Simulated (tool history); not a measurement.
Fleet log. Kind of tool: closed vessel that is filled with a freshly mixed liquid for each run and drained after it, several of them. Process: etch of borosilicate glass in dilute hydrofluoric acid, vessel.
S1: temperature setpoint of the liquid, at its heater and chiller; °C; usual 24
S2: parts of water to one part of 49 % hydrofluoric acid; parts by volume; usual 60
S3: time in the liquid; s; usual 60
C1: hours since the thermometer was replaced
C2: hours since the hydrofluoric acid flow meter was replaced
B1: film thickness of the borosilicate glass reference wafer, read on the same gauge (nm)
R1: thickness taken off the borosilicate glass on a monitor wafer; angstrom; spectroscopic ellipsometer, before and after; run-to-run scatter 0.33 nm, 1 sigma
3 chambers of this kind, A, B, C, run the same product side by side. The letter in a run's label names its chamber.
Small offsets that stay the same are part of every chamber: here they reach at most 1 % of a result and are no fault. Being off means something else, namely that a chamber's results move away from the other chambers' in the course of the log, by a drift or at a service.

run  hour  S1  S2  S3      C1      C2      B1      R1
 1C   2.7  24  60  60  1022.1  2505.9  30.041  433.39
 2A   6.4  24  60  60   353.2   244.6  30.001  436.06
 3B   9.2  24  60  60    1013   547.6  29.971   426.4
 4B  13.1  24  60  60  1016.9   551.5  29.989  425.94
 5A  15.4  21  35  60   362.2   253.6  29.998  687.49
 6C  17.6  21  35  60    1037  2520.8  30.014  654.59
 7A  20.8  21  35  60   367.6     259  29.997  681.93
 8C    25  24  60  60  1044.4  2528.2  30.004  427.83
 9B  28.9  24  60  60  1032.7   567.3  30.009  415.78
10B  32.1  24  75  60  1035.9   570.5  30.003  329.82
11C  35.3  24  75  60  1054.7  2538.5  30.016   335.9
12A  39.3  24  75  60   386.1   277.5  30.024   339.9
13B  41.9  24  60  60  1045.7   580.3  30.016  411.81
14A  44.9  24  60  60   391.7   283.1   29.99   431.6
15C  47.5  24  60  60  1066.9  2550.7  30.029  422.76
16A  50.7  24  60  60   397.5   288.9  29.983  436.79
17C  53.3  24  60  90  1072.7  2556.5  30.001  646.45
18B  55.6  24  60  90  1059.4     594  29.977  590.65
19A  58.2  24  60  90     405   296.4  29.971  639.18
     59.2  -- chamber C: hydrofluoric acid flow meter replaced
20B  60.2  24  60  60    1064   598.6  30.002  390.93
21C  64.1  24  90  60  1083.5       5  29.971  280.76

Decide between three cases: one chamber stands off from its peers, the gauge reading all wafers drifts, or nothing is wrong past each chamber's small offset. Where a chamber is off, say which and what most likely put it there.

Chamber B drifts away from the others.
Most likely cause: hydrofluoric acid flow below the setpoint (%) = 9.49.
With only this log, it may be confused with: liquid colder than its thermometer reads (K).

Here are 4 candidates for chamber B's next run, each the usual settings with a change, their results left as question marks. Which one brings its results back in line with what the others give on the usual settings?
In line here means within this much of the mean the other chambers give on the usual settings: R1 12 angstrom
22B-1  67.1    24  55  65               ?
22B-2  67.1  24.5  55  60               ?
22B-3  67.1  21.5  60  60               ?
22B-4  67.1    24  65  55               ?

What the other chambers average on the usual settings: R1 431.15 angstrom
  run      R1
22B-1  459.27
22B-2  432.66
22B-3  348.38
22B-4  324.68
With 22B-2, the chamber falls back in line with the rest.
